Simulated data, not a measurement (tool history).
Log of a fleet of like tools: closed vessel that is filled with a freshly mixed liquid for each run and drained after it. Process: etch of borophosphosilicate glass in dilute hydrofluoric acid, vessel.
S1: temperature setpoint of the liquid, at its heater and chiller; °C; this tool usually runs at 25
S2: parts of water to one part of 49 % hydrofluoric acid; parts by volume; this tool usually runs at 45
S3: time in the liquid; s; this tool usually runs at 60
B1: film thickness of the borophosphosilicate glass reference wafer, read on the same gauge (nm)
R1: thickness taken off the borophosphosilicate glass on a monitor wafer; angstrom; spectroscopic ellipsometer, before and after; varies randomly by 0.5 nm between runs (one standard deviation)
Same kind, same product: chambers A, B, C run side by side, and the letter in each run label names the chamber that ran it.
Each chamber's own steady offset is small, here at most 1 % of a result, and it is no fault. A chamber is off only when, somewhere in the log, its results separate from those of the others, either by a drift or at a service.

-- hour=11.9 chamber C: hydrofluoric acid flow meter replaced
run 1C hour=13.6 | S1=25 S2=45 S3=60 | B1=40.025 | R1=757.18
run 2B hour=25.9 | S1=25 S2=45 S3=60 | B1=39.973 | R1=756.54
run 3A hour=38.8 | S1=25 S2=45 S3=60 | B1=40.022 | R1=761.03
run 4B hour=52.5 | S1=25 S2=45 S3=60 | B1=40.005 | R1=751.72
run 5A hour=60.1 | S1=25 S2=45 S3=60 | B1=39.977 | R1=772.89
run 6C hour=72.1 | S1=25 S2=45 S3=60 | B1=40.015 | R1=757.47
run 7C hour=81.4 | S1=25 S2=45 S3=60 | B1=40.006 | R1=762.33
run 8A hour=91.7 | S1=25 S2=55 S3=60 | B1=39.997 | R1=607.90
-- hour=100.9 chamber B: thermometer replaced
run 9B hour=102.2 | S1=25 S2=55 S3=60 | B1=40.000 | R1=616.18
run 10A hour=110.0 | S1=25 S2=55 S3=60 | B1=39.997 | R1=606.17
run 11B hour=120.7 | S1=25 S2=45 S3=60 | B1=39.962 | R1=757.08
-- hour=130.1 chamber B: hydrofluoric acid flow meter replaced
run 12C hour=130.6 | S1=25 S2=45 S3=60 | B1=39.978 | R1=757.58
run 13B hour=141.0 | S1=25 S2=45 S3=60 | B1=40.043 | R1=747.76
run 14A hour=147.8 | S1=25 S2=45 S3=60 | B1=39.989 | R1=743.89
run 15C hour=154.4 | S1=25 S2=45 S3=60 | B1=39.996 | R1=754.29
run 16A hour=163.0 | S1=25 S2=45 S3=60 | B1=40.032 | R1=753.80
run 17C hour=169.6 | S1=25 S2=45 S3=60 | B1=39.994 | R1=752.65
run 18B hour=179.7 | S1=25 S2=45 S3=60 | B1=40.000 | R1=744.01
run 19A hour=193.1 | S1=25 S2=45 S3=60 | B1=40.000 | R1=740.74
run 20B hour=202.6 | S1=25 S2=45 S3=60 | B1=39.988 | R1=764.45
run 21C hour=209.7 | S1=25 S2=45 S3=60 | B1=40.023 | R1=754.34
run 22B hour=216.4 | S1=25 S2=45 S3=60 | B1=40.001 | R1=758.56
run 23C hour=224.0 | S1=25 S2=45 S3=60 | B1=40.009 | R1=762.98
run 24A hour=236.5 | S1=25 S2=45 S3=60 | B1=39.967 | R1=740.93
run 25A hour=242.8 | S1=25 S2=45 S3=60 | B1=40.024 | R1=733.77
run 26B hour=254.1 | S1=25 S2=45 S3=60 | B1=40.004 | R1=746.69
run 27C hour=266.6 | S1=28 S2=55 S3=60 | B1=40.028 | R1=686.88
run 28A hour=276.6 | S1=28 S2=55 S3=60 | B1=39.995 | R1=677.68
run 29C hour=284.9 | S1=28 S2=55 S3=60 | B1=39.999 | R1=696.73
run 30B hour=291.3 | S1=25 S2=45 S3=50 | B1=39.993 | R1=638.31
run 31A hour=300.7 | S1=25 S2=45 S3=50 | B1=40.005 | R1=614.22
run 32C hour=309.9 | S1=25 S2=45 S3=50 | B1=39.983 | R1=628.72
run 33B hour=316.0 | S1=25 S2=45 S3=60 | B1=39.993 | R1=759.67
run 34C hour=327.6 | S1=25 S2=45 S3=60 | B1=39.970 | R1=765.24
run 35A hour=336.8 | S1=25 S2=45 S3=60 | B1=39.968 | R1=724.73
run 36B hour=343.1 | S1=25 S2=45 S3=60 | B1=40.027 | R1=755.17
run 37A hour=350.1 | S1=25 S2=45 S3=60 | B1=39.963 | R1=728.49
run 38C hour=360.8 | S1=25 S2=45 S3=60 | B1=40.002 | R1=758.18
run 39B hour=370.3 | S1=25 S2=45 S3=60 | B1=40.001 | R1=756.06
run 40B hour=383.6 | S1=25 S2=45 S3=60 | B1=39.961 | R1=756.38
run 41C hour=393.4 | S1=25 S2=45 S3=60 | B1=40.000 | R1=765.26
run 42A hour=402.6 | S1=25 S2=45 S3=60 | B1=39.988 | R1=716.19
run 43C hour=414.7 | S1=25 S2=45 S3=60 | B1=39.992 | R1=760.01

All 3 chambers run these settings next. Forecast each chamber's results:
run 44A hour=424.5 | S1=25 S2=65 S3=60 | R1=?
run 44B hour=424.5 | S1=25 S2=65 S3=60 | R1=?
run 44C hour=424.5 | S1=25 S2=65 S3=60 | R1=?

run=44A R1=481.10
run=44B R1=509.23
run=44C R1=518.62

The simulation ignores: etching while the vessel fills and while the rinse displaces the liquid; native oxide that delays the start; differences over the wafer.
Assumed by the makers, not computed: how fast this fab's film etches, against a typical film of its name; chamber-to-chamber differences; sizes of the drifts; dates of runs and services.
